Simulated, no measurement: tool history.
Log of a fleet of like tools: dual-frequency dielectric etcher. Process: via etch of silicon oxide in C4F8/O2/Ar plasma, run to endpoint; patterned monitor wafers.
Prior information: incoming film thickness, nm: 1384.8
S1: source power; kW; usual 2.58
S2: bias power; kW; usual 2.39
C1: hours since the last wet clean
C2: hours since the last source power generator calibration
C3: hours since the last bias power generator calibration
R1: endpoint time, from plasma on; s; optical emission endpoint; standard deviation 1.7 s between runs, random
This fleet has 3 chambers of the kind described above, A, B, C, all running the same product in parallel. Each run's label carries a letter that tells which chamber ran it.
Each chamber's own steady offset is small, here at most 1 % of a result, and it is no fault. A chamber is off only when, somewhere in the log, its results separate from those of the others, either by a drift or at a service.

run   hour    S1    S2     C1      C2      C3      R1
 1B    7.5  2.58  2.39  320.3    1220  4173.4     234
 2A   14.1  2.58  2.39  321.6  1282.7  1756.5  235.04
 3C   24.4  2.58  2.39  129.3   600.6  2208.5  231.41
 4A   30.2  2.58  2.39  337.7  1298.8  1772.6  235.53
 5C   41.8  2.58  2.39  146.7     618  2225.9  230.99
 6B   47.9  2.58  2.39  360.7  1260.4  4213.8  235.61
 7B   60.4  2.58  2.39  373.2  1272.9  4226.3  235.36
 8A   66.3  2.58  2.39  373.8  1334.9  1808.7  233.13
 9C     76  2.58  2.39  180.9   652.2  2260.1  231.33
10A   84.1  2.58  2.39  391.6  1352.7  1826.5  234.56
11B   96.3  2.58  2.39  409.1  1308.8  4262.2  236.05
12C  104.1  2.58  2.39    209   680.3  2288.2  232.16
13A    111  2.58  2.39  418.5  1379.6  1853.4  235.66
14C  121.5  2.58  2.39  226.4   697.7  2305.6  232.09
15B  128.1  2.58  2.39  440.9  1340.6    4294  232.51
     132.4  -- chamber A: wet clean of the chamber
16C  140.4  2.58  2.39  245.3   716.6  2324.5  234.52
17B  146.1  2.58  2.93  458.9  1358.6    4312  219.32
18A  155.4  2.58  2.93   23.1    1424  1897.8  219.66
19B  166.9  2.58  2.93  479.7  1379.4  4332.8  220.85
       170  -- chamber A: bias power generator calibrated
20C    174  2.58  2.39  278.9   750.2  2358.1  233.51
21A  184.1  2.58  2.39   51.8  1452.7    14.2  236.09
22A  191.2  2.58  2.39   58.9  1459.8    21.3  233.79
23C  198.1  2.58  2.39    303   774.3  2382.2  233.96
24B  206.5  2.58  2.39  519.3    1419  4372.4  233.78
     211.5  -- chamber C: bias power generator calibrated
25C  214.5  2.58  2.39  319.4   790.7       3  234.27

Next, every chamber runs the same settings. What will each give?
26A  223.8  2.58  2.39               ?
26B  223.8  2.58  2.39               ?
26C  223.8  2.58  2.39               ?

run      R1
26A  235.25
26B  234.34
26C  236.38
